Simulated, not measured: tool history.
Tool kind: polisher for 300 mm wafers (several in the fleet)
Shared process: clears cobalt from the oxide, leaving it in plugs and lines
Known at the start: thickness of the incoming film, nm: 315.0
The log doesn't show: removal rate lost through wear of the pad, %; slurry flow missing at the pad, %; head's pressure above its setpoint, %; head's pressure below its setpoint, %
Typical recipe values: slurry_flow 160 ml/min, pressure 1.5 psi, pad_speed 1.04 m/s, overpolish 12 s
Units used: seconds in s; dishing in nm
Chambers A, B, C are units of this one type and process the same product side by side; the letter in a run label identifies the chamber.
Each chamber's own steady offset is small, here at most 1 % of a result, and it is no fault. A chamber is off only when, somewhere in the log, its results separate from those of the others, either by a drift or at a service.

| run | hour | slurry_flow | pressure | pad_speed | overpolish | wafers polished on this pad | hours since the slurry nozzle was cleaned | hours since the head pressure was calibrated | seconds | dishing |
|---|---|---|---|---|---|---|---|---|---|---|
| 1B | 6.3 | 160 | 1.5 | 1.04 | 12 | 622 | 318.1 | 464.5 | 74.663 | 25.22 |
| 2A | 14.7 | 160 | 1.5 | 1.04 | 12 | 507 | 290.8 | 1062.1 | 74.477 | 24.189 |
| 3C | 19.3 | 160 | 1.5 | 1.04 | 12 | 539 | 411.5 | 75.3 | 72.962 | 25.38 |
| 4B | 24.3 | 160 | 1.5 | 1.04 | 12 | 829 | 336.1 | 482.5 | 77.29 | 25.43 |
| 5C | 32.9 | 180 | 1.3 | 1.04 | 12 | 696 | 425.1 | 88.9 | 84.122 | 22.654 |
| 6A | 38.1 | 180 | 1.3 | 1.04 | 12 | 776 | 314.2 | 1085.5 | 83.312 | 24.318 |
| 7A | 47.1 | 180 | 1.3 | 1.04 | 12 | 880 | 323.2 | 1094.5 | 83.634 | 23.697 |
|  | 50.5 | chamber C: worn pad replaced by a new one |
| 8B | 55.3 | 160 | 1.5 | 1.04 | 15 | 1186 | 367.1 | 513.5 | 74.74 | 25.755 |
| 9C | 59.7 | 160 | 1.5 | 1.04 | 15 | 107 | 451.9 | 115.7 | 75.503 | 25.869 |
| 10C | 65.3 | 160 | 1.5 | 1.04 | 15 | 171 | 457.5 | 121.3 | 74.313 | 25.293 |
| 11B | 71.6 | 160 | 1.5 | 1.04 | 12 | 1374 | 383.4 | 529.8 | 75.211 | 24.033 |
| 12A | 80.4 | 160 | 1.5 | 1.04 | 12 | 1264 | 356.5 | 1127.8 | 71.705 | 24.76 |
| 13B | 85.3 | 160 | 1.5 | 1.04 | 12 | 1532 | 397.1 | 543.5 | 75.298 | 24.233 |
|  | 85.4 | chamber A: head pressure recalibrated |
| 14C | 93.1 | 160 | 1.5 | 1.04 | 12 | 491 | 485.3 | 149.1 | 74.285 | 24.259 |
| 15A | 98.1 | 160 | 1.5 | 1.04 | 12 | 1467 | 374.2 | 12.7 | 73.822 | 24.084 |
|  | 103.5 | chamber A: worn pad replaced by a new one |
| 16A | 104.2 | 160 | 1.2 | 1.04 | 9 | 8 | 380.3 | 18.8 | 94.486 | 19.181 |
|  | 105.6 | chamber C: slurry nozzle cleaned |
| 17B | 111.5 | 160 | 1.2 | 1.04 | 9 | 1834 | 423.3 | 569.7 | 94.292 | 19.014 |
| 18C | 115.9 | 160 | 1.2 | 1.04 | 9 | 754 | 10.4 | 171.9 | 91.783 | 19.052 |
|  | 121.4 | chamber C: worn pad replaced by a new one |
| 19C | 122.4 | 160 | 1.5 | 1.04 | 18 | 11 | 16.9 | 178.4 | 74.146 | 27.211 |
| 20A | 131.6 | 160 | 1.5 | 1.04 | 18 | 324 | 407.7 | 46.2 | 72.054 | 27.534 |
| 21B | 137.2 | 160 | 1.5 | 1.04 | 18 | 2130 | 449 | 595.4 | 77.854 | 27.835 |
| 22B | 142.4 | 160 | 1.5 | 1.04 | 12 | 2190 | 454.2 | 600.6 | 79.539 | 24.343 |
| 23A | 146.4 | 160 | 1.5 | 1.04 | 12 | 494 | 422.5 | 61 | 74.017 | 24.432 |
| 24C | 151.3 | 160 | 1.5 | 1.04 | 12 | 344 | 45.8 | 207.3 | 73.927 | 24.977 |
| 25B | 156.9 | 160 | 1.5 | 0.9 | 12 | 2357 | 468.7 | 615.1 | 94.675 | 23.17 |
| 26C | 163.9 | 160 | 1.5 | 0.9 | 12 | 489 | 58.4 | 219.9 | 87.892 | 23.175 |
| 27A | 171.8 | 160 | 1.5 | 0.9 | 12 | 787 | 447.9 | 86.4 | 85.749 | 22.732 |
| 28A | 175.9 | 160 | 1.7 | 1.04 | 7 | 834 | 452 | 90.5 | 67.113 | 20.924 |
| 29C | 180.5 | 160 | 1.7 | 1.04 | 7 | 681 | 75 | 236.5 | 65.672 | 20.476 |
| 30B | 185.6 | 160 | 1.7 | 1.04 | 7 | 2688 | 497.4 | 643.8 | 73.917 | 19.018 |
| 31B | 193.6 | 160 | 1.5 | 1.04 | 12 | 2780 | 505.4 | 651.8 | 82.157 | 24.147 |

All 3 chambers run these settings next. Forecast each chamber's results:
| 32A | 200.2 | 160 | 1.5 | 1.04 | 12 |  |  |  | ? | ? |
| 32B | 200.2 | 160 | 1.5 | 1.04 | 12 |  |  |  | ? | ? |
| 32C | 200.2 | 160 | 1.5 | 1.04 | 12 |  |  |  | ? | ? |

| run | seconds | dishing |
|---|---|---|
| 32A | 72.856 | 24.296 |
| 32B | 82.839 | 23.856 |
| 32C | 74.444 | 24.452 |
